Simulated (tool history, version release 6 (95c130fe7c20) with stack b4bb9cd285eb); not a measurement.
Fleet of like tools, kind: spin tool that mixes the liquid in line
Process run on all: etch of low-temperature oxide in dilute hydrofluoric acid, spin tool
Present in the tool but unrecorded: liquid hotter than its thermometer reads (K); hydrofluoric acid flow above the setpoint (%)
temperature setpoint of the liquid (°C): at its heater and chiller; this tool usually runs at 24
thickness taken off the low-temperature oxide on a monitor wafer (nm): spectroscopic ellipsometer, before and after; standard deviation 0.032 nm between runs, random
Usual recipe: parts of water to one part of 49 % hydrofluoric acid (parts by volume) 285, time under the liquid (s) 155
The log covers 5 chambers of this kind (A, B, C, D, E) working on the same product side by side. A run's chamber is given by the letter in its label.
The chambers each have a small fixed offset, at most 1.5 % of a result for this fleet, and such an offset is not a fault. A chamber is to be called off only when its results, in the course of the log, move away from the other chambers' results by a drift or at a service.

run	hour	temperature setpoint of the liquid (°C)	parts of water to one part of 49 % hydrofluoric acid (parts by volume)	time under the liquid (s)	hours since the thermometer was replaced	hours since the hydrofluoric acid flow meter was replaced	read-back film thickness of the low-temperature oxide reference wafer, read on the same gauge (nm)	thickness taken off the low-temperature oxide on a monitor wafer (nm)
1B	6.9	24	285	155	2460.6	1011.4	49.963	6.4192
2C	14	24	285	155	1360.1	584.4	49.984	6.4371
3E	17.3	24	285	155	573.4	626.1	49.997	6.3192
4A	24.7	24	285	155	1024.3	309.2	50.006	6.3923
5D	29.9	24	285	155	1028	899	50.015	6.3928
6C	35.9	24	285	155	1382	606.3	50.023	6.3841
7D	43	24	285	155	1041.1	912.1	50.004	6.419
8B	46.9	24	285	185	2500.6	1051.4	50.004	7.6737
9E	53	24	285	185	609.1	661.8	49.973	7.5056
10A	57.6	24	285	185	1057.2	342.1	49.998	7.5753
11D	62.5	24	285	185	1060.6	931.6	49.978	7.563
12A	69.1	24	285	185	1068.7	353.6	50.008	7.6314
13E	76.7	24	285	155	632.8	685.5	49.963	6.2347
14C	80.1	24	285	155	1426.2	650.5	49.974	6.4296
15B	84.1	24	285	155	2537.8	1088.6	50	6.4158
16E	91.5	24	285	155	647.6	700.3	50.009	6.2668
17B	95.3	24	285	155	2549	1099.8	49.979	6.478
18D	99.5	24	285	155	1097.6	968.6	49.958	6.4744
19A	103.4	24	285	155	1103	387.9	49.999	6.3797
20C	107.1	24	285	155	1453.2	677.5	50.025	6.3937
21C	112.6	24	285	155	1458.7	683	49.998	6.4656
22A	117.2	24	285	155	1116.8	401.7	49.981	6.3715
23D	124.5	24	285	155	1122.6	993.6	50.021	6.4047
24B	131.5	24	285	155	2585.2	1136	50.007	6.3516
25E	136.9	24	285	155	693	745.7	50.009	6.2816
26B	141.4	24	285	155	2595.1	1145.9	50.03	6.381
27D	145.5	24	285	155	1143.6	1014.6	49.979	6.4035
28E	151.5	24	285	155	707.6	760.3	49.959	6.2897
29C	158.3	24	285	155	1504.4	728.7	49.986	6.457
30A	163.4	24	285	155	1163	447.9	49.999	6.3752
# hour 166.3: chamber B: thermometer replaced
31B	168	24	285	155	1.7	1172.5	50.016	6.4463
32A	172.3	24	285	155	1171.9	456.8	49.977	6.3589
33E	178.3	21.5	285	70	734.4	787.1	50.036	2.615

One chamber off, gauge drift, or nothing amiss beyond the chambers' own small offsets? If it is a chamber, which one, and what is the likeliest cause?

All chambers stay in line apart from their small fixed offsets, and the gauge does not drift.
